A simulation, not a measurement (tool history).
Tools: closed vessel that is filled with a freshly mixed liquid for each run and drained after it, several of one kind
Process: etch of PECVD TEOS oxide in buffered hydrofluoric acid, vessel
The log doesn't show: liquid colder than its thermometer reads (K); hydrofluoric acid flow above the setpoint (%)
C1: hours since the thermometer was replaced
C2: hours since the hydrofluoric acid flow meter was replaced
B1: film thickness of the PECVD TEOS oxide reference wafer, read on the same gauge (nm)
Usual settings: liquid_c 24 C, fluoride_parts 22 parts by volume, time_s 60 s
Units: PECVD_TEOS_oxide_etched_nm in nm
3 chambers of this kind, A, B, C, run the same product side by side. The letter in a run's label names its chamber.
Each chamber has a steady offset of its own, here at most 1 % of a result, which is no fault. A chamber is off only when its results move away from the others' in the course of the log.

{"run": "1B", "day": 0.658, "liquid_c": 24, "fluoride_parts": 22, "time_s": 60, "C1": 1183.5, "C2": 1044.6, "B1": 69.968, "PECVD_TEOS_oxide_etched_nm": 70.264}
{"run": "2C", "day": 1.004, "liquid_c": 24, "fluoride_parts": 22, "time_s": 60, "C1": 851.7, "C2": 1003.7, "B1": 69.995, "PECVD_TEOS_oxide_etched_nm": 68.461}
{"run": "3A", "day": 1.354, "liquid_c": 24, "fluoride_parts": 22, "time_s": 60, "C1": 371.2, "C2": 1226.1, "B1": 70.036, "PECVD_TEOS_oxide_etched_nm": 70.785}
{"run": "4C", "day": 1.842, "liquid_c": 24, "fluoride_parts": 22, "time_s": 60, "C1": 871.8, "C2": 1023.8, "B1": 70.016, "PECVD_TEOS_oxide_etched_nm": 70.213}
{"run": "5B", "day": 2.2, "liquid_c": 24, "fluoride_parts": 22, "time_s": 60, "C1": 1220.5, "C2": 1081.6, "B1": 70.036, "PECVD_TEOS_oxide_etched_nm": 70.954}
{"run": "6A", "day": 2.533, "liquid_c": 24, "fluoride_parts": 22, "time_s": 60, "C1": 399.5, "C2": 1254.4, "B1": 69.999, "PECVD_TEOS_oxide_etched_nm": 71.653}
{"run": "7A", "day": 3.171, "liquid_c": 24, "fluoride_parts": 22, "time_s": 60, "C1": 414.8, "C2": 1269.7, "B1": 69.968, "PECVD_TEOS_oxide_etched_nm": 70.854}
{"run": "8B", "day": 3.542, "liquid_c": 24, "fluoride_parts": 22, "time_s": 60, "C1": 1252.7, "C2": 1113.8, "B1": 70.005, "PECVD_TEOS_oxide_etched_nm": 70.822}
{"run": "9C", "day": 4.025, "liquid_c": 24, "fluoride_parts": 22, "time_s": 40, "C1": 924.2, "C2": 1076.2, "B1": 70.012, "PECVD_TEOS_oxide_etched_nm": 46.061}
{"run": "10A", "day": 4.354, "liquid_c": 24, "fluoride_parts": 22, "time_s": 40, "C1": 443.2, "C2": 1298.1, "B1": 69.981, "PECVD_TEOS_oxide_etched_nm": 46.266}
{"run": "11C", "day": 4.704, "liquid_c": 24, "fluoride_parts": 22, "time_s": 40, "C1": 940.5, "C2": 1092.5, "B1": 69.962, "PECVD_TEOS_oxide_etched_nm": 46.691}
{"run": "12B", "day": 5.246, "liquid_c": 24, "fluoride_parts": 22, "time_s": 60, "C1": 1293.6, "C2": 1154.7, "B1": 69.99, "PECVD_TEOS_oxide_etched_nm": 70.351}
{"run": "13A", "day": 5.642, "liquid_c": 24, "fluoride_parts": 22, "time_s": 60, "C1": 474.1, "C2": 1329.0, "B1": 69.985, "PECVD_TEOS_oxide_etched_nm": 70.375}
{"run": "14C", "day": 6.05, "liquid_c": 24, "fluoride_parts": 27, "time_s": 80, "C1": 972.8, "C2": 1124.8, "B1": 69.996, "PECVD_TEOS_oxide_etched_nm": 82.023}
{"run": "15B", "day": 6.712, "liquid_c": 24, "fluoride_parts": 27, "time_s": 80, "C1": 1328.8, "C2": 1189.9, "B1": 69.992, "PECVD_TEOS_oxide_etched_nm": 80.235}
{"run": "16C", "day": 7.358, "liquid_c": 24, "fluoride_parts": 27, "time_s": 80, "C1": 1004.2, "C2": 1156.2, "B1": 70.034, "PECVD_TEOS_oxide_etched_nm": 80.059}
{"run": "17B", "day": 7.904, "liquid_c": 24, "fluoride_parts": 22, "time_s": 60, "C1": 1357.4, "C2": 1218.5, "B1": 70.027, "PECVD_TEOS_oxide_etched_nm": 71.231}
{"run": "18A", "day": 8.358, "liquid_c": 24, "fluoride_parts": 22, "time_s": 60, "C1": 539.3, "C2": 1394.2, "B1": 70.008, "PECVD_TEOS_oxide_etched_nm": 70.912}
{"run": "19A", "day": 8.754, "liquid_c": 24, "fluoride_parts": 22, "time_s": 60, "C1": 548.8, "C2": 1403.7, "B1": 69.999, "PECVD_TEOS_oxide_etched_nm": 70.359}
{"run": "20C", "day": 9.129, "liquid_c": 24, "fluoride_parts": 22, "time_s": 60, "C1": 1046.7, "C2": 1198.7, "B1": 69.944, "PECVD_TEOS_oxide_etched_nm": 70.337}
{"run": "21B", "day": 9.8, "liquid_c": 24, "fluoride_parts": 22, "time_s": 60, "C1": 1402.9, "C2": 1264.0, "B1": 70.032, "PECVD_TEOS_oxide_etched_nm": 70.804}
{"run": "22B", "day": 10.379, "liquid_c": 24, "fluoride_parts": 22, "time_s": 60, "C1": 1416.8, "C2": 1277.9, "B1": 69.956, "PECVD_TEOS_oxide_etched_nm": 70.033}
{"day": 10.538, "done": "chamber C: hydrofluoric acid flow meter replaced"}
{"run": "23A", "day": 10.979, "liquid_c": 24, "fluoride_parts": 22, "time_s": 60, "C1": 602.2, "C2": 1457.1, "B1": 70.043, "PECVD_TEOS_oxide_etched_nm": 70.198}
{"day": 11.012, "done": "chamber A: hydrofluoric acid flow meter replaced"}
{"run": "24C", "day": 11.658, "liquid_c": 24, "fluoride_parts": 22, "time_s": 60, "C1": 1107.4, "C2": 27.0, "B1": 70.009, "PECVD_TEOS_oxide_etched_nm": 70.447}
{"run": "25C", "day": 12.283, "liquid_c": 24, "fluoride_parts": 22, "time_s": 60, "C1": 1122.4, "C2": 42.0, "B1": 69.928, "PECVD_TEOS_oxide_etched_nm": 70.57}
{"run": "26A", "day": 12.612, "liquid_c": 24, "fluoride_parts": 22, "time_s": 60, "C1": 641.4, "C2": 38.4, "B1": 69.967, "PECVD_TEOS_oxide_etched_nm": 69.578}
{"run": "27B", "day": 13.021, "liquid_c": 24, "fluoride_parts": 22, "time_s": 60, "C1": 1480.2, "C2": 1341.3, "B1": 69.998, "PECVD_TEOS_oxide_etched_nm": 71.007}
{"run": "28A", "day": 13.579, "liquid_c": 24, "fluoride_parts": 22, "time_s": 60, "C1": 664.6, "C2": 61.6, "B1": 70.004, "PECVD_TEOS_oxide_etched_nm": 69.504}
{"run": "29C", "day": 13.962, "liquid_c": 24, "fluoride_parts": 22, "time_s": 60, "C1": 1162.7, "C2": 82.3, "B1": 70.01, "PECVD_TEOS_oxide_etched_nm": 69.608}
{"run": "30B", "day": 14.654, "liquid_c": 24, "fluoride_parts": 22, "time_s": 60, "C1": 1519.4, "C2": 1380.5, "B1": 70.028, "PECVD_TEOS_oxide_etched_nm": 71.056}
{"run": "31A", "day": 15.283, "liquid_c": 24, "fluoride_parts": 22, "time_s": 60, "C1": 705.5, "C2": 102.5, "B1": 69.97, "PECVD_TEOS_oxide_etched_nm": 70.224}
{"run": "32B", "day": 15.812, "liquid_c": 24, "fluoride_parts": 22, "time_s": 60, "C1": 1547.2, "C2": 1408.3, "B1": 70.003, "PECVD_TEOS_oxide_etched_nm": 70.425}
{"run": "33C", "day": 16.333, "liquid_c": 21, "fluoride_parts": 18, "time_s": 60, "C1": 1219.6, "C2": 139.2, "B1": 70.017, "PECVD_TEOS_oxide_etched_nm": 68.775}
{"run": "34B", "day": 16.921, "liquid_c": 21, "fluoride_parts": 18, "time_s": 60, "C1": 1573.8, "C2": 1434.9, "B1": 70.016, "PECVD_TEOS_oxide_etched_nm": 70.825}

Next, every chamber runs the same settings. What will each give?
{"run": "35A", "day": 17.417, "liquid_c": 24, "fluoride_parts": 16, "time_s": 60, "PECVD_TEOS_oxide_etched_nm": "?"}
{"run": "35B", "day": 17.417, "liquid_c": 24, "fluoride_parts": 16, "time_s": 60, "PECVD_TEOS_oxide_etched_nm": "?"}
{"run": "35C", "day": 17.417, "liquid_c": 24, "fluoride_parts": 16, "time_s": 60, "PECVD_TEOS_oxide_etched_nm": "?"}

run=35A PECVD_TEOS_oxide_etched_nm=94.445
run=35B PECVD_TEOS_oxide_etched_nm=94.923
run=35C PECVD_TEOS_oxide_etched_nm=92.221
